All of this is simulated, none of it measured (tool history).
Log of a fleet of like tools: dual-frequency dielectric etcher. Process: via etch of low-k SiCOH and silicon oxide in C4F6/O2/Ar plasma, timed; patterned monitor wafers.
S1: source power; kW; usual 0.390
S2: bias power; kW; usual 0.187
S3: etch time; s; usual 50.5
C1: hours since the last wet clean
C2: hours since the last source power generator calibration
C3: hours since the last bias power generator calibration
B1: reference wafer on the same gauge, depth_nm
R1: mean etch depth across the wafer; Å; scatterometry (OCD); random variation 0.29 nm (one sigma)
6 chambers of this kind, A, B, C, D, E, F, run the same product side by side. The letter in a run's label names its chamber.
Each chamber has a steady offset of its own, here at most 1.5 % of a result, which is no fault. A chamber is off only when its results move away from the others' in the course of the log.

| run | hour | S1 | S2 | S3 | C1 | C2 | C3 | B1 | R1 |
|---|---|---|---|---|---|---|---|---|---|
| 1C | 8.7 | 0.390 | 0.187 | 50.5 | 177.3 | 3904.3 | 2679.4 | 149.05 | 1310.7 |
| 2F | 14.1 | 0.390 | 0.187 | 50.5 | 406.4 | 572.0 | 82.3 | 149.09 | 1314.5 |
| 3B | 20.5 | 0.390 | 0.187 | 50.5 | 264.6 | 1203.8 | 1822.2 | 149.04 | 1315.5 |
| 4E | 30.2 | 0.390 | 0.187 | 50.5 | 216.9 | 3118.2 | 305.8 | 149.08 | 1329.0 |
| 5D | 36.7 | 0.390 | 0.187 | 50.5 | 389.8 | 2771.7 | 853.9 | 148.92 | 1305.4 |
| 6A | 42.4 | 0.390 | 0.187 | 50.5 | 374.9 | 939.0 | 2361.0 | 148.95 | 1310.9 |
| 7E | 51.0 | 0.390 | 0.187 | 50.5 | 237.7 | 3139.0 | 326.6 | 149.13 | 1332.1 |
|  | 55.4 | chamber A: wet clean of the chamber |
| 8B | 59.1 | 0.390 | 0.187 | 50.5 | 303.2 | 1242.4 | 1860.8 | 149.02 | 1317.1 |
| 9C | 69.1 | 0.390 | 0.187 | 50.5 | 237.7 | 3964.7 | 2739.8 | 149.06 | 1307.4 |
|  | 75.4 | chamber E: source power generator calibrated |
| 10A | 77.3 | 0.470 | 0.187 | 43.0 | 22.0 | 973.9 | 2395.9 | 149.01 | 1197.4 |
| 11F | 86.0 | 0.470 | 0.187 | 43.0 | 478.3 | 643.9 | 154.2 | 148.98 | 1199.9 |
| 12D | 93.8 | 0.470 | 0.187 | 43.0 | 446.9 | 2828.8 | 911.0 | 148.99 | 1191.9 |
| 13F | 101.0 | 0.470 | 0.187 | 43.0 | 493.3 | 658.9 | 169.2 | 149.03 | 1203.6 |
|  | 109.5 | chamber C: bias power generator calibrated |
| 14C | 110.6 | 0.470 | 0.187 | 43.0 | 279.2 | 4006.2 | 1.1 | 148.96 | 1197.6 |
| 15E | 121.1 | 0.470 | 0.187 | 43.0 | 307.8 | 45.8 | 396.7 | 149.00 | 1219.2 |
| 16A | 125.7 | 0.300 | 0.203 | 50.5 | 70.4 | 1022.3 | 2444.3 | 148.96 | 1222.6 |
| 17B | 133.1 | 0.300 | 0.203 | 50.5 | 377.2 | 1316.4 | 1934.8 | 149.08 | 1222.9 |
| 18D | 141.6 | 0.300 | 0.203 | 50.5 | 494.7 | 2876.6 | 958.8 | 149.00 | 1216.6 |
| 19A | 150.7 | 0.300 | 0.203 | 50.5 | 95.4 | 1047.3 | 2469.3 | 149.06 | 1219.8 |
| 20C | 158.5 | 0.300 | 0.203 | 50.5 | 327.1 | 4054.1 | 49.0 | 149.05 | 1215.5 |
| 21F | 167.4 | 0.300 | 0.203 | 50.5 | 559.7 | 725.3 | 235.6 | 149.05 | 1221.6 |
| 22E | 176.2 | 0.440 | 0.187 | 50.5 | 362.9 | 100.9 | 451.8 | 149.05 | 1393.1 |
| 23B | 184.5 | 0.440 | 0.187 | 50.5 | 428.6 | 1367.8 | 1986.2 | 148.98 | 1383.0 |
|  | 190.5 | chamber F: wet clean of the chamber |
| 24D | 192.9 | 0.440 | 0.187 | 50.5 | 546.0 | 2927.9 | 1010.1 | 148.99 | 1371.9 |
| 25A | 198.5 | 0.440 | 0.187 | 50.5 | 143.2 | 1095.1 | 2517.1 | 148.95 | 1376.6 |
| 26B | 207.8 | 0.440 | 0.187 | 50.5 | 451.9 | 1391.1 | 2009.5 | 148.95 | 1385.8 |
| 27F | 212.9 | 0.440 | 0.187 | 50.5 | 22.5 | 770.8 | 281.1 | 148.99 | 1374.2 |
| 28E | 222.1 | 0.390 | 0.187 | 50.5 | 408.8 | 146.8 | 497.7 | 149.00 | 1340.8 |
|  | 225.0 | chamber D: source power generator calibrated |
| 29D | 229.7 | 0.390 | 0.187 | 50.5 | 582.8 | 4.7 | 1046.9 | 149.03 | 1314.7 |
| 30C | 236.9 | 0.390 | 0.187 | 50.5 | 405.5 | 4132.5 | 127.4 | 148.94 | 1308.5 |
|  | 241.4 | chamber C: wet clean of the chamber |
| 31E | 246.2 | 0.390 | 0.187 | 50.5 | 432.9 | 170.9 | 521.8 | 148.97 | 1331.3 |
| 32B | 253.5 | 0.390 | 0.187 | 50.5 | 497.6 | 1436.8 | 2055.2 | 149.06 | 1320.3 |
| 33D | 263.1 | 0.390 | 0.187 | 50.5 | 616.2 | 38.1 | 1080.3 | 148.95 | 1320.4 |
| 34F | 268.7 | 0.390 | 0.187 | 50.5 | 78.3 | 826.6 | 336.9 | 149.03 | 1313.9 |
| 35A | 277.9 | 0.390 | 0.187 | 39.0 | 222.6 | 1174.5 | 2596.5 | 148.99 | 1013.3 |
| 36C | 285.4 | 0.390 | 0.187 | 39.0 | 44.1 | 4181.0 | 175.9 | 149.00 | 1008.0 |
| 37E | 290.5 | 0.390 | 0.187 | 39.0 | 477.2 | 215.2 | 566.1 | 149.03 | 1029.9 |
| 38A | 295.8 | 0.390 | 0.187 | 39.0 | 240.5 | 1192.4 | 2614.4 | 148.99 | 1013.4 |
|  | 301.8 | chamber B: wet clean of the chamber |
| 39F | 303.6 | 0.390 | 0.187 | 39.0 | 113.2 | 861.5 | 371.8 | 149.09 | 1012.4 |
| 40D | 311.0 | 0.390 | 0.187 | 39.0 | 664.1 | 86.0 | 1128.2 | 149.02 | 1026.9 |
| 41B | 316.4 | 0.390 | 0.187 | 50.5 | 14.7 | 1499.7 | 2118.1 | 148.99 | 1314.6 |
| 42C | 324.0 | 0.390 | 0.187 | 50.5 | 82.7 | 4219.6 | 214.5 | 148.99 | 1306.7 |
| 43E | 330.6 | 0.390 | 0.187 | 50.5 | 517.3 | 255.3 | 606.2 | 148.94 | 1331.9 |
| 44A | 339.4 | 0.390 | 0.187 | 50.5 | 284.1 | 1236.0 | 2658.0 | 148.99 | 1308.1 |

Is one chamber off against the others, does the gauge drift, or is nothing wrong? If a chamber is off, say which, and what the likeliest cause is.

Chamber D drifts away from the others.
Cause: etch rate over this chamber's usual, % = 2.31.

Here are 4 candidates for chamber D's next run, each the usual settings with a change, their results left as question marks. Which one brings its results back in line with what the others give on the usual settings?
In line means no further than this from the other chambers' mean on the usual settings: R1 11.0 Å
| 45D-1 | 346.9 | 0.370 | 0.181 | 50.5 |  |  |  |  | ? |
| 45D-2 | 346.9 | 0.390 | 0.195 | 50.5 |  |  |  |  | ? |
| 45D-3 | 346.9 | 0.390 | 0.187 | 52.0 |  |  |  |  | ? |
| 45D-4 | 346.9 | 0.380 | 0.184 | 50.5 |  |  |  |  | ? |

The other chambers' mean on the usual settings: R1 1317.1 Å
| run | R1 |
|---|---|
| 45D-1 | 1296.6 |
| 45D-2 | 1354.6 |
| 45D-3 | 1376.4 |
| 45D-4 | 1316.7 |
45D-4 brings the chamber back in line.
